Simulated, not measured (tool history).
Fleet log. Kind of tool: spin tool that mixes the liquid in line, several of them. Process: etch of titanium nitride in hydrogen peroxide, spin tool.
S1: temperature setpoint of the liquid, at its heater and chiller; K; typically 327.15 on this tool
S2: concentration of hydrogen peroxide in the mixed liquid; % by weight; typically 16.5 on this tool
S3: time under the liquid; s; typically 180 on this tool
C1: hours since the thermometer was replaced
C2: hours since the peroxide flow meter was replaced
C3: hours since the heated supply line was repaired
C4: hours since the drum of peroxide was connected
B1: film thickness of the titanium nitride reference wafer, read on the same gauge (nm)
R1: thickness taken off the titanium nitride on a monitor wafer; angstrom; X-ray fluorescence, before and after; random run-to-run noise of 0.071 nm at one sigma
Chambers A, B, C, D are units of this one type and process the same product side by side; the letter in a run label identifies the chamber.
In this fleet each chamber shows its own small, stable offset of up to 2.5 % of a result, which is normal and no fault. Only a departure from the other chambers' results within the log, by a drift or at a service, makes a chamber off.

run 1C day=0.312 | S1=327.15 S2=16.5 S3=180 | C1=152.7 C2=21.1 C3=712.4 C4=249.1 | B1=110.03 | R1=87.38
run 2D day=0.55 | S1=327.15 S2=16.5 S3=180 | C1=1128.7 C2=1974.3 C3=2279.5 C4=1075.7 | B1=109.99 | R1=85.872
run 3A day=0.775 | S1=327.15 S2=16.5 S3=180 | C1=735.9 C2=1706.2 C3=151.3 C4=954.1 | B1=110.01 | R1=85.072
run 4B day=1.108 | S1=327.15 S2=16.5 S3=180 | C1=939.5 C2=1195 C3=2299.9 C4=154.9 | B1=109.99 | R1=88.018
run 5A day=1.504 | S1=327.15 S2=18.5 S3=180 | C1=753.4 C2=1723.7 C3=168.8 C4=971.6 | B1=109.99 | R1=89.726
run 6C day=1.996 | S1=327.15 S2=18.5 S3=180 | C1=193.1 C2=61.5 C3=752.8 C4=289.5 | B1=109.96 | R1=87.854
run 7B day=2.442 | S1=327.15 S2=18.5 S3=180 | C1=971.5 C2=1227 C3=2331.9 C4=186.9 | B1=109.96 | R1=91.129
run 8D day=2.846 | S1=327.15 S2=18.5 S3=180 | C1=1183.8 C2=2029.4 C3=2334.6 C4=1130.8 | B1=110.05 | R1=87.713
-- day=3.183 chamber C: heated supply line repaired
run 9C day=3.233 | S1=327.15 S2=16.5 S3=180 | C1=222.8 C2=91.2 C3=1.3 C4=319.2 | B1=109.96 | R1=86.766
run 10A day=3.721 | S1=327.15 S2=16.5 S3=180 | C1=806.6 C2=1776.9 C3=222 C4=1024.8 | B1=110 | R1=86.309
run 11B day=4.012 | S1=327.15 S2=16.5 S3=180 | C1=1009.2 C2=1264.7 C3=2369.6 C4=224.6 | B1=110.02 | R1=88.674
run 12D day=4.288 | S1=327.15 S2=16.5 S3=180 | C1=1218.4 C2=2064 C3=2369.2 C4=1165.4 | B1=110.02 | R1=83.66
run 13A day=4.546 | S1=327.15 S2=20.5 S3=220 | C1=826.4 C2=1796.7 C3=241.8 C4=1044.6 | B1=110.01 | R1=109.68
run 14D day=4.871 | S1=327.15 S2=20.5 S3=220 | C1=1232.4 C2=2078 C3=2383.2 C4=1179.4 | B1=110.01 | R1=107.85
run 15C day=5.321 | S1=327.15 S2=20.5 S3=220 | C1=272.9 C2=141.3 C3=51.4 C4=369.3 | B1=110 | R1=109.69
-- day=5.475 chamber D: new drum of peroxide connected
run 16B day=5.762 | S1=327.15 S2=20.5 S3=220 | C1=1051.2 C2=1306.7 C3=2411.6 C4=266.6 | B1=109.99 | R1=112.97
-- day=5.796 chamber B: thermometer replaced
run 17A day=6.183 | S1=327.15 S2=16.5 S3=180 | C1=865.7 C2=1836 C3=281.1 C4=1083.9 | B1=110.01 | R1=86.723
run 18C day=6.412 | S1=327.15 S2=16.5 S3=180 | C1=299.1 C2=167.5 C3=77.6 C4=395.5 | B1=109.97 | R1=87.164
-- day=6.75 chamber A: new drum of peroxide connected
run 19D day=6.779 | S1=327.15 S2=16.5 S3=180 | C1=1278.2 C2=2123.8 C3=2429 C4=31.4 | B1=110.03 | R1=82.761
run 20B day=7.012 | S1=327.15 S2=16.5 S3=245 | C1=29.3 C2=1336.7 C3=2441.6 C4=296.6 | B1=110.01 | R1=119.93
run 21C day=7.238 | S1=327.15 S2=16.5 S3=245 | C1=318.9 C2=187.3 C3=97.4 C4=415.3 | B1=110.02 | R1=118.88
run 22B day=7.692 | S1=327.15 S2=16.5 S3=245 | C1=45.6 C2=1353 C3=2457.9 C4=312.9 | B1=110.06 | R1=120.04
run 23A day=8.188 | S1=327.15 S2=16.5 S3=245 | C1=913.8 C2=1884.1 C3=329.2 C4=34.5 | B1=110.01 | R1=118.76
run 24D day=8.654 | S1=327.15 S2=16.5 S3=180 | C1=1323.2 C2=2168.8 C3=2474 C4=76.4 | B1=109.98 | R1=81.185
run 25B day=9.121 | S1=327.15 S2=16.5 S3=180 | C1=79.9 C2=1387.3 C3=2492.2 C4=347.2 | B1=109.99 | R1=88.384
run 26A day=9.554 | S1=327.15 S2=16.5 S3=180 | C1=946.6 C2=1916.9 C3=362 C4=67.3 | B1=110 | R1=86.192

Predict what each chamber gives when all 4 of them run the settings below next.
run 27A day=9.908 | S1=327.15 S2=16.5 S3=95 | R1=?
run 27B day=9.908 | S1=327.15 S2=16.5 S3=95 | R1=?
run 27C day=9.908 | S1=327.15 S2=16.5 S3=95 | R1=?
run 27D day=9.908 | S1=327.15 S2=16.5 S3=95 | R1=?

run=27A R1=46.078
run=27B R1=45.743
run=27C R1=44.758
run=27D R1=42.032

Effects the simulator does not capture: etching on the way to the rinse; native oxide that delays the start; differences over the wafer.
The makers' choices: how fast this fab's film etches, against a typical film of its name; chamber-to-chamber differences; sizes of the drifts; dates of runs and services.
